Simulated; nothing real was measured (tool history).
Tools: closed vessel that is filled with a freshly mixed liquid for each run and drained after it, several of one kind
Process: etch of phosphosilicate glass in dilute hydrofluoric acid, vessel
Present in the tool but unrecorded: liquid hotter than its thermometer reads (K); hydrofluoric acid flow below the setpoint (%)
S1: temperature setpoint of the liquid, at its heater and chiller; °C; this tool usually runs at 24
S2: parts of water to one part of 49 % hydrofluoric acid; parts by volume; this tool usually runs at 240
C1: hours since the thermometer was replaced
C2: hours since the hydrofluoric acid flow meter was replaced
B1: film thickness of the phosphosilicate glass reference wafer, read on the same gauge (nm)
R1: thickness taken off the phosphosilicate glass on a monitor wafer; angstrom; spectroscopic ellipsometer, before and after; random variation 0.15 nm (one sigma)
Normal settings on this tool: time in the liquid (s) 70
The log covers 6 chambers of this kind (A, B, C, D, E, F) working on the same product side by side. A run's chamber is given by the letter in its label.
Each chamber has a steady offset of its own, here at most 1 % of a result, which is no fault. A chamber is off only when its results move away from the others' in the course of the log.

{"run": "1C", "hour": 10.1, "S1": 24, "S2": 240, "time in the liquid (s)": 70, "C1": 548.7, "C2": 150.9, "B1": 90.012, "R1": 181.44}
{"run": "2B", "hour": 22.2, "S1": 24, "S2": 240, "time in the liquid (s)": 70, "C1": 779.2, "C2": 1411.7, "B1": 90.012, "R1": 180.29}
{"run": "3D", "hour": 32.0, "S1": 24, "S2": 240, "time in the liquid (s)": 70, "C1": 1118.1, "C2": 822.0, "B1": 89.987, "R1": 178.79}
{"hour": 33.7, "done": "chamber A: thermometer replaced"}
{"run": "4E", "hour": 46.4, "S1": 24, "S2": 240, "time in the liquid (s)": 70, "C1": 1064.8, "C2": 186.9, "B1": 89.994, "R1": 177.98}
{"run": "5F", "hour": 56.2, "S1": 24, "S2": 240, "time in the liquid (s)": 70, "C1": 288.3, "C2": 429.5, "B1": 90.018, "R1": 178.43}
{"run": "6A", "hour": 65.0, "S1": 24, "S2": 240, "time in the liquid (s)": 70, "C1": 31.3, "C2": 684.8, "B1": 89.99, "R1": 183.72}
{"hour": 77.2, "done": "chamber C: thermometer replaced"}
{"run": "7A", "hour": 77.9, "S1": 24, "S2": 240, "time in the liquid (s)": 70, "C1": 44.2, "C2": 697.7, "B1": 90.01, "R1": 178.78}
{"hour": 80.8, "done": "chamber D: hydrofluoric acid flow meter replaced"}
{"run": "8F", "hour": 89.4, "S1": 24, "S2": 240, "time in the liquid (s)": 70, "C1": 321.5, "C2": 462.7, "B1": 90.01, "R1": 179.57}
{"run": "9E", "hour": 96.0, "S1": 24, "S2": 240, "time in the liquid (s)": 70, "C1": 1114.4, "C2": 236.5, "B1": 90.022, "R1": 178.6}
{"run": "10D", "hour": 107.0, "S1": 26, "S2": 240, "time in the liquid (s)": 70, "C1": 1193.1, "C2": 26.3, "B1": 90.016, "R1": 193.31}
{"run": "11B", "hour": 121.7, "S1": 26, "S2": 240, "time in the liquid (s)": 70, "C1": 878.7, "C2": 1511.2, "B1": 89.999, "R1": 194.48}
{"run": "12C", "hour": 136.8, "S1": 26, "S2": 240, "time in the liquid (s)": 70, "C1": 59.6, "C2": 277.6, "B1": 90.001, "R1": 191.79}
{"run": "13F", "hour": 148.6, "S1": 26, "S2": 240, "time in the liquid (s)": 70, "C1": 380.7, "C2": 521.9, "B1": 90.029, "R1": 191.82}
{"hour": 152.0, "done": "chamber B: thermometer replaced"}
{"run": "14D", "hour": 161.5, "S1": 26, "S2": 240, "time in the liquid (s)": 70, "C1": 1247.6, "C2": 80.8, "B1": 90.011, "R1": 196.39}
{"run": "15A", "hour": 168.6, "S1": 26, "S2": 240, "time in the liquid (s)": 70, "C1": 134.9, "C2": 788.4, "B1": 89.981, "R1": 193.48}
{"run": "16C", "hour": 183.5, "S1": 24, "S2": 240, "time in the liquid (s)": 70, "C1": 106.3, "C2": 324.3, "B1": 90.002, "R1": 178.89}
{"run": "17B", "hour": 198.3, "S1": 24, "S2": 240, "time in the liquid (s)": 70, "C1": 46.3, "C2": 1587.8, "B1": 89.995, "R1": 178.9}
{"run": "18E", "hour": 205.8, "S1": 24, "S2": 240, "time in the liquid (s)": 70, "C1": 1224.2, "C2": 346.3, "B1": 90.005, "R1": 174.93}
{"run": "19B", "hour": 216.9, "S1": 24, "S2": 240, "time in the liquid (s)": 70, "C1": 64.9, "C2": 1606.4, "B1": 89.998, "R1": 178.71}
{"run": "20F", "hour": 226.2, "S1": 24, "S2": 240, "time in the liquid (s)": 70, "C1": 458.3, "C2": 599.5, "B1": 89.982, "R1": 180.27}
{"run": "21A", "hour": 234.9, "S1": 24, "S2": 240, "time in the liquid (s)": 70, "C1": 201.2, "C2": 854.7, "B1": 89.985, "R1": 182.56}
{"run": "22C", "hour": 248.3, "S1": 24, "S2": 240, "time in the liquid (s)": 70, "C1": 171.1, "C2": 389.1, "B1": 90.014, "R1": 183.99}
{"run": "23E", "hour": 255.9, "S1": 24, "S2": 240, "time in the liquid (s)": 70, "C1": 1274.3, "C2": 396.4, "B1": 89.991, "R1": 173.7}
{"run": "24D", "hour": 263.5, "S1": 24, "S2": 240, "time in the liquid (s)": 70, "C1": 1349.6, "C2": 182.8, "B1": 89.988, "R1": 180.81}
{"run": "25C", "hour": 275.9, "S1": 24, "S2": 240, "time in the liquid (s)": 70, "C1": 198.7, "C2": 416.7, "B1": 89.981, "R1": 179.87}
{"run": "26B", "hour": 284.4, "S1": 24, "S2": 240, "time in the liquid (s)": 70, "C1": 132.4, "C2": 1673.9, "B1": 89.99, "R1": 178.9}
{"run": "27A", "hour": 292.7, "S1": 24, "S2": 240, "time in the liquid (s)": 70, "C1": 259.0, "C2": 912.5, "B1": 90.022, "R1": 178.11}
{"run": "28E", "hour": 300.4, "S1": 24, "S2": 240, "time in the liquid (s)": 70, "C1": 1318.8, "C2": 440.9, "B1": 89.995, "R1": 171.26}
{"run": "29D", "hour": 309.8, "S1": 24, "S2": 240, "time in the liquid (s)": 70, "C1": 1395.9, "C2": 229.1, "B1": 90.006, "R1": 178.74}
{"run": "30F", "hour": 317.2, "S1": 24, "S2": 240, "time in the liquid (s)": 70, "C1": 549.3, "C2": 690.5, "B1": 90.027, "R1": 179.08}
{"run": "31E", "hour": 327.3, "S1": 24, "S2": 240, "time in the liquid (s)": 70, "C1": 1345.7, "C2": 467.8, "B1": 90.003, "R1": 167.67}
{"hour": 335.2, "done": "chamber C: hydrofluoric acid flow meter replaced"}
{"run": "32B", "hour": 340.2, "S1": 24, "S2": 240, "time in the liquid (s)": 70, "C1": 188.2, "C2": 1729.7, "B1": 89.983, "R1": 179.95}
{"run": "33D", "hour": 354.8, "S1": 24, "S2": 240, "time in the liquid (s)": 70, "C1": 1440.9, "C2": 274.1, "B1": 89.996, "R1": 179.53}
{"run": "34C", "hour": 364.5, "S1": 24, "S2": 240, "time in the liquid (s)": 70, "C1": 287.3, "C2": 29.3, "B1": 90.003, "R1": 178.84}
{"run": "35F", "hour": 376.8, "S1": 24, "S2": 240, "time in the liquid (s)": 70, "C1": 608.9, "C2": 750.1, "B1": 89.996, "R1": 178.02}
{"run": "36A", "hour": 383.8, "S1": 24, "S2": 240, "time in the liquid (s)": 70, "C1": 350.1, "C2": 1003.6, "B1": 89.996, "R1": 182.2}
{"run": "37B", "hour": 398.0, "S1": 24, "S2": 240, "time in the liquid (s)": 70, "C1": 246.0, "C2": 1787.5, "B1": 90.022, "R1": 179.2}
{"run": "38E", "hour": 406.9, "S1": 24, "S2": 240, "time in the liquid (s)": 70, "C1": 1425.3, "C2": 547.4, "B1": 90.001, "R1": 163.11}
{"run": "39C", "hour": 417.8, "S1": 24, "S2": 240, "time in the liquid (s)": 70, "C1": 340.6, "C2": 82.6, "B1": 90.015, "R1": 180.37}
{"run": "40F", "hour": 430.8, "S1": 24, "S2": 240, "time in the liquid (s)": 70, "C1": 662.9, "C2": 804.1, "B1": 89.995, "R1": 175.84}
{"run": "41D", "hour": 439.4, "S1": 24, "S2": 240, "time in the liquid (s)": 70, "C1": 1525.5, "C2": 358.7, "B1": 89.965, "R1": 179.27}
{"run": "42A", "hour": 448.0, "S1": 24, "S2": 240, "time in the liquid (s)": 70, "C1": 414.3, "C2": 1067.8, "B1": 90.001, "R1": 179.94}

Predict what each chamber gives when all 6 of them run the settings below next.
{"run": "43A", "hour": 458.7, "S1": 24, "S2": 240, "time in the liquid (s)": 70, "R1": "?"}
{"run": "43B", "hour": 458.7, "S1": 24, "S2": 240, "time in the liquid (s)": 70, "R1": "?"}
{"run": "43C", "hour": 458.7, "S1": 24, "S2": 240, "time in the liquid (s)": 70, "R1": "?"}
{"run": "43D", "hour": 458.7, "S1": 24, "S2": 240, "time in the liquid (s)": 70, "R1": "?"}
{"run": "43E", "hour": 458.7, "S1": 24, "S2": 240, "time in the liquid (s)": 70, "R1": "?"}
{"run": "43F", "hour": 458.7, "S1": 24, "S2": 240, "time in the liquid (s)": 70, "R1": "?"}

run=43A R1=177.00
run=43B R1=180.81
run=43C R1=182.79
run=43D R1=178.97
run=43E R1=158.89
run=43F R1=178.48
